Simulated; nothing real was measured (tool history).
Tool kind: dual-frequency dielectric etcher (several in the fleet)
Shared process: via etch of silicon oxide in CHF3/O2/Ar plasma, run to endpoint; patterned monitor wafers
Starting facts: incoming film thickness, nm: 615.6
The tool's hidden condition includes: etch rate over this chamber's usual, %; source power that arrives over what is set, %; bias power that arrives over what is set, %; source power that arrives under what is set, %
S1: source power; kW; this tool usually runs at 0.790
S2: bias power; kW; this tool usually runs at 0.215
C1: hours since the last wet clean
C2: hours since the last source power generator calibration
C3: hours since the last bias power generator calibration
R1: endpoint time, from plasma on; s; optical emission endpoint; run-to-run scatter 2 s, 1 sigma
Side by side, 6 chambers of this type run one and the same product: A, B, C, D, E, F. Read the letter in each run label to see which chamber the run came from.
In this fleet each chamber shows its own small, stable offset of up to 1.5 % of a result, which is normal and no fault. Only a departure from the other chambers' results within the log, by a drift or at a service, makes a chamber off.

run,hour,S1,S2,C1,C2,C3,R1
1C,7.7,0.790,0.215,251.8,1719.0,823.1,264.19
2F,17.0,0.790,0.215,30.9,1786.1,3630.2,258.14
3B,23.6,0.790,0.215,297.4,237.3,511.6,261.59
4D,35.3,0.790,0.215,144.1,442.4,1756.2,267.48
5E,41.6,0.790,0.215,67.3,3883.2,195.5,261.45
6A,48.6,0.790,0.215,452.6,2384.8,3391.6,262.06
# hour 54.2: chamber A: wet clean of the chamber
7B,57.6,0.880,0.215,331.4,271.3,545.6,250.51
8A,69.0,0.880,0.215,14.9,2405.2,3412.0,253.40
9D,78.3,0.880,0.215,187.1,485.4,1799.2,252.06
10E,83.8,0.880,0.215,109.5,3925.4,237.7,256.14
11F,94.4,0.880,0.215,108.3,1863.5,3707.6,247.28
12C,102.3,0.880,0.215,346.4,1813.6,917.7,250.17
# hour 106.7: chamber F: source power generator calibrated
13A,111.3,0.790,0.181,57.2,2447.5,3454.3,280.44
14E,117.8,0.790,0.181,143.5,3959.4,271.7,280.19
15C,124.6,0.790,0.181,368.7,1835.9,940.0,275.63
16B,130.3,0.790,0.181,404.1,344.0,618.3,272.40
# hour 132.7: chamber E: source power generator calibrated
# hour 138.3: chamber F: bias power generator calibrated
17F,141.1,0.790,0.181,155.0,34.5,2.9,277.21
18D,153.1,0.790,0.181,261.9,560.2,1874.0,282.94
19F,163.1,0.790,0.215,177.0,56.5,24.9,263.15
20E,174.6,0.790,0.215,200.3,42.0,328.5,263.81
21C,186.4,0.790,0.215,430.5,1897.7,1001.8,261.29
# hour 189.4: chamber B: wet clean of the chamber
22B,194.8,0.790,0.215,5.4,408.5,682.8,262.96
23A,202.8,0.790,0.215,148.7,2539.0,3545.8,266.75
24D,211.6,0.790,0.215,320.4,618.7,1932.5,264.94
25E,216.9,0.790,0.215,242.6,84.3,370.8,267.99
26D,225.6,0.790,0.215,334.4,632.7,1946.5,265.81
27A,235.9,0.790,0.215,181.8,2572.1,3578.9,266.46
28C,243.3,0.790,0.215,487.4,1954.6,1058.7,260.65
29F,252.9,0.720,0.215,266.8,146.3,114.7,272.39
30B,261.1,0.720,0.215,71.7,474.8,749.1,270.76
# hour 267.8: chamber A: source power generator calibrated
31C,269.7,0.720,0.215,513.8,1981.0,1085.1,271.56
32B,280.3,0.720,0.215,90.9,494.0,768.3,270.58
33A,291.8,0.720,0.215,237.7,24.0,3634.8,271.65
34E,302.8,0.720,0.215,328.5,170.2,456.7,271.74
35F,309.4,0.790,0.215,323.3,202.8,171.2,258.81
36D,321.1,0.980,0.257,429.9,728.2,2042.0,227.36
37D,331.3,0.980,0.257,440.1,738.4,2052.2,226.84
38B,337.8,0.980,0.257,148.4,551.5,825.8,224.76
39F,343.2,0.980,0.257,357.1,236.6,205.0,225.97

Predict what each chamber gives when all 6 of them run the settings below next.
40A,351.8,0.790,0.215,,,,?
40B,351.8,0.790,0.215,,,,?
40C,351.8,0.790,0.215,,,,?
40D,351.8,0.790,0.215,,,,?
40E,351.8,0.790,0.215,,,,?
40F,351.8,0.790,0.215,,,,?

run,R1
40A,261.61
40B,260.72
40C,264.24
40D,261.70
40E,266.11
40F,261.52
